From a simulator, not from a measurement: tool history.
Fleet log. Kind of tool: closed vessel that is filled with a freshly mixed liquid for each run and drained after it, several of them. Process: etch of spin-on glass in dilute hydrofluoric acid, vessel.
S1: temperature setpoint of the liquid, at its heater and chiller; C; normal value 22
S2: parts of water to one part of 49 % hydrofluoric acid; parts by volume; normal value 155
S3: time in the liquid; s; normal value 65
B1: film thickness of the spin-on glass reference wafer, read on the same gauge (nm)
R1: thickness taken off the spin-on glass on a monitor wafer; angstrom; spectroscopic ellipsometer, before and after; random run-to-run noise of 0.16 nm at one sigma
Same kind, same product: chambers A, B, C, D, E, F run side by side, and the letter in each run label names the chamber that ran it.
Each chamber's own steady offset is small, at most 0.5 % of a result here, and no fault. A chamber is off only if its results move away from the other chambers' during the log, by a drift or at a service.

run    day    S1   S2  S3      B1      R1
 1C  0.162    22  155  65  110.01  206.38
 2E  0.425    22  155  65  110.05  208.61
 3F  0.567    22  155  65  110.02  211.03
 4B  0.775    22  155  65  109.99  208.42
 5A  1.021    22  155  65  109.99  208.26
 6D  1.317    22  155  65  110.02     208
 7E   1.55    22  155  65     110  208.57
 8F  1.792    22  155  65  109.97  208.91
 9D  2.012    22  155  65  110.02  206.42
10A  2.242    22  155  65  109.98   210.3
11B  2.517    22  155  65     110  206.85
12C  2.679    22  155  65  109.97  212.49
13E  2.829    22  155  65  110.01  208.99
14F  2.975    22  155  65  109.99  211.85
15D  3.179    22  155  65  110.01  207.26
16C  3.479    22  155  65  109.99  209.22
17A  3.725    22  155  65  110.04  214.46
18B  3.921    22  155  65  109.98  208.13
19A  4.204    22  155  65  110.02  213.44
20D  4.367    22  155  65  110.01  205.96
21E  4.667    22  155  65  110.03  207.06
22F  4.888    22  155  65  110.01  208.44
23B  5.183    22  155  65  109.96  208.37
24C  5.329    22  155  65  110.04  209.28
25F  5.462    22  210  95  110.02  214.45
26B  5.696    22  210  95  110.01  213.31
      5.75  -- chamber F: hydrofluoric acid flow meter replaced
27A  5.904    22  210  95  110.01  222.26
28D  6.125    22  210  95  109.97  210.15
29C    6.3    22  210  95  110.02  212.55
30E  6.596    22  210  95     110  209.63
31A  6.742    22  155  65  110.02  222.99
32C  6.883    22  155  65  110.03  208.52
33B  7.108    22  155  65     110   209.5
34F  7.308    22  155  65  110.01  207.87
35E  7.575    22  155  65     110   211.2
36D  7.758    22  155  65  110.01  209.75
37C  7.954    22  155  65  109.99  208.74
38F  8.208    22  155  65  109.97  208.19
39E  8.492  17.5  105  65  110.01  273.64
40D  8.758  17.5  105  65  110.01  273.28
41A  8.933  17.5  105  65  110.05  295.16
42B  9.221  17.5  105  65  109.97  268.19

All 6 chambers run these settings next. Forecast each chamber's results:
43A  9.438  22  155  65       ?
43B  9.438  22  155  65       ?
43C  9.438  22  155  65       ?
43D  9.438  22  155  65       ?
43E  9.438  22  155  65       ?
43F  9.438  22  155  65       ?

run      R1
43A  227.14
43B  209.27
43C  208.74
43D  211.07
43E  208.33
43F  209.35
